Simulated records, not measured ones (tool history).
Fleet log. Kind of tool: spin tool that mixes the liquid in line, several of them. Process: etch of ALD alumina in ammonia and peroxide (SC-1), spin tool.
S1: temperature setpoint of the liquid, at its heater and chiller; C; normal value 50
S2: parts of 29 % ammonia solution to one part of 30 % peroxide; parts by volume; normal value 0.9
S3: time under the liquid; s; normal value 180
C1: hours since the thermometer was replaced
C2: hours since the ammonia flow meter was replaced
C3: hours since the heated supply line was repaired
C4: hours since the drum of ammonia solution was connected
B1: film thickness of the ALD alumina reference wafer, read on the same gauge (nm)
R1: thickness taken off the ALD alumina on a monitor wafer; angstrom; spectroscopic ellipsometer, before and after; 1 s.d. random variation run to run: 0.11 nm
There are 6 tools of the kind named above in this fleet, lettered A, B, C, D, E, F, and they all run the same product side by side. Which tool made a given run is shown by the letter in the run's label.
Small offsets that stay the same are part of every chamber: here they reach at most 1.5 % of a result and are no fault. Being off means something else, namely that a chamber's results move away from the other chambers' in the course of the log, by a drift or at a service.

run 1F hour=8.4 | S1=50 S2=0.9 S3=180 | C1=20.7 C2=436.9 C3=2279.3 C4=456.9 | B1=50.021 | R1=118.99
run 2A hour=16 | S1=50 S2=0.9 S3=180 | C1=1145.1 C2=1042.2 C3=739.6 C4=855.9 | B1=49.986 | R1=118.63
run 3D hour=22.3 | S1=50 S2=0.9 S3=180 | C1=351.2 C2=480.7 C3=1157.7 C4=25.6 | B1=49.989 | R1=119.33
run 4B hour=29.6 | S1=50 S2=0.9 S3=180 | C1=558.6 C2=196.8 C3=423.7 C4=57.6 | B1=50.01 | R1=121.63
run 5C hour=36.3 | S1=41.5 S2=0.55 S3=180 | C1=460.1 C2=1256.7 C3=1097.1 C4=427.9 | B1=50.012 | R1=69.783
run 6E hour=44 | S1=41.5 S2=0.55 S3=180 | C1=565 C2=1287.1 C3=738.8 C4=46.1 | B1=50.007 | R1=67.053
run 7D hour=48.1 | S1=41.5 S2=0.55 S3=180 | C1=377 C2=506.5 C3=1183.5 C4=51.4 | B1=49.993 | R1=70.445
run 8C hour=53 | S1=41.5 S2=0.55 S3=180 | C1=476.8 C2=1273.4 C3=1113.8 C4=444.6 | B1=49.96 | R1=70.734
-- hour=55.7 chamber C: new drum of ammonia solution connected
-- hour=57.2 chamber E: ammonia flow meter replaced
run 9A hour=60.7 | S1=41.5 S2=0.55 S3=180 | C1=1189.8 C2=1086.9 C3=784.3 C4=900.6 | B1=49.965 | R1=70.86
run 10B hour=65.7 | S1=41.5 S2=0.55 S3=180 | C1=594.7 C2=232.9 C3=459.8 C4=93.7 | B1=50.014 | R1=69.886
run 11F hour=72.6 | S1=50 S2=0.9 S3=180 | C1=84.9 C2=501.1 C3=2343.5 C4=521.1 | B1=50.013 | R1=117.59
run 12E hour=76.9 | S1=50 S2=0.9 S3=180 | C1=597.9 C2=19.8 C3=771.7 C4=79 | B1=49.996 | R1=116.92
run 13F hour=82.8 | S1=50 S2=0.65 S3=80 | C1=95.1 C2=511.3 C3=2353.7 C4=531.3 | B1=49.991 | R1=50.675
run 14A hour=90.9 | S1=50 S2=0.65 S3=80 | C1=1220 C2=1117.1 C3=814.5 C4=930.8 | B1=49.992 | R1=51.292
run 15D hour=96.9 | S1=50 S2=0.65 S3=80 | C1=425.8 C2=555.3 C3=1232.3 C4=100.2 | B1=49.989 | R1=51.714
run 16B hour=104.1 | S1=50 S2=0.65 S3=80 | C1=633.1 C2=271.3 C3=498.2 C4=132.1 | B1=49.996 | R1=50.565
-- hour=104.9 chamber A: new drum of ammonia solution connected
run 17E hour=109.9 | S1=50 S2=0.65 S3=80 | C1=630.9 C2=52.8 C3=804.7 C4=112 | B1=50.011 | R1=50.355
run 18C hour=115.8 | S1=50 S2=0.65 S3=80 | C1=539.6 C2=1336.2 C3=1176.6 C4=60.1 | B1=49.986 | R1=53.859
run 19A hour=120 | S1=50 S2=0.9 S3=180 | C1=1249.1 C2=1146.2 C3=843.6 C4=15.2 | B1=50.014 | R1=118.21
run 20E hour=126.1 | S1=50 S2=0.9 S3=180 | C1=647.1 C2=69 C3=820.9 C4=128.2 | B1=50.002 | R1=117.37
run 21F hour=131.6 | S1=50 S2=1.2 S3=180 | C1=143.9 C2=560.1 C3=2402.5 C4=580.1 | B1=50.003 | R1=120.21
run 22B hour=137.7 | S1=50 S2=1.2 S3=180 | C1=666.7 C2=304.9 C3=531.8 C4=165.7 | B1=49.969 | R1=122
run 23C hour=143.9 | S1=50 S2=1.2 S3=180 | C1=567.7 C2=1364.3 C3=1204.7 C4=88.2 | B1=49.985 | R1=127.7
run 24D hour=150.9 | S1=50 S2=1.2 S3=180 | C1=479.8 C2=609.3 C3=1286.3 C4=154.2 | B1=50.022 | R1=123.67
run 25C hour=157.6 | S1=50 S2=1.2 S3=180 | C1=581.4 C2=1378 C3=1218.4 C4=101.9 | B1=50.004 | R1=128.69
run 26A hour=161.3 | S1=50 S2=1.2 S3=180 | C1=1290.4 C2=1187.5 C3=884.9 C4=56.5 | B1=50.01 | R1=122.84
run 27E hour=167 | S1=45.5 S2=0.9 S3=225 | C1=688 C2=109.9 C3=861.8 C4=169.1 | B1=50.008 | R1=113.84
run 28D hour=173.1 | S1=45.5 S2=0.9 S3=225 | C1=502 C2=631.5 C3=1308.5 C4=176.4 | B1=49.984 | R1=115.37
run 29F hour=178.7 | S1=45.5 S2=0.9 S3=225 | C1=191 C2=607.2 C3=2449.6 C4=627.2 | B1=50.02 | R1=115.32
run 30B hour=185.5 | S1=45.5 S2=0.9 S3=225 | C1=714.5 C2=352.7 C3=579.6 C4=213.5 | B1=49.998 | R1=116.32
run 31D hour=189.4 | S1=45.5 S2=0.9 S3=225 | C1=518.3 C2=647.8 C3=1324.8 C4=192.7 | B1=50.01 | R1=117.26
run 32E hour=196.6 | S1=45.5 S2=0.9 S3=225 | C1=717.6 C2=139.5 C3=891.4 C4=198.7 | B1=50.036 | R1=114.53
run 33A hour=201.3 | S1=50 S2=0.9 S3=180 | C1=1330.4 C2=1227.5 C3=924.9 C4=96.5 | B1=50.029 | R1=120.03
-- hour=206.7 chamber F: ammonia flow meter replaced
run 34C hour=209 | S1=50 S2=0.9 S3=180 | C1=632.8 C2=1429.4 C3=1269.8 C4=153.3 | B1=49.985 | R1=127.15
run 35B hour=215.8 | S1=43.5 S2=0.9 S3=230 | C1=744.8 C2=383 C3=609.9 C4=243.8 | B1=50.006 | R1=105.75
run 36F hour=220.4 | S1=43.5 S2=0.9 S3=230 | C1=232.7 C2=13.8 C3=2491.3 C4=668.9 | B1=49.995 | R1=104.66
run 37E hour=226.2 | S1=43.5 S2=0.9 S3=230 | C1=747.2 C2=169.1 C3=921 C4=228.3 | B1=49.974 | R1=102.78

For the next run the whole fleet of 6 chambers uses the same settings. Give each chamber's results:
run 38A hour=232.2 | S1=50 S2=0.9 S3=180 | R1=?
run 38B hour=232.2 | S1=50 S2=0.9 S3=180 | R1=?
run 38C hour=232.2 | S1=50 S2=0.9 S3=180 | R1=?
run 38D hour=232.2 | S1=50 S2=0.9 S3=180 | R1=?
run 38E hour=232.2 | S1=50 S2=0.9 S3=180 | R1=?
run 38F hour=232.2 | S1=50 S2=0.9 S3=180 | R1=?

run=38A R1=121.14
run=38B R1=119.61
run=38C R1=128.47
run=38D R1=119.67
run=38E R1=116.94
run=38F R1=117.89
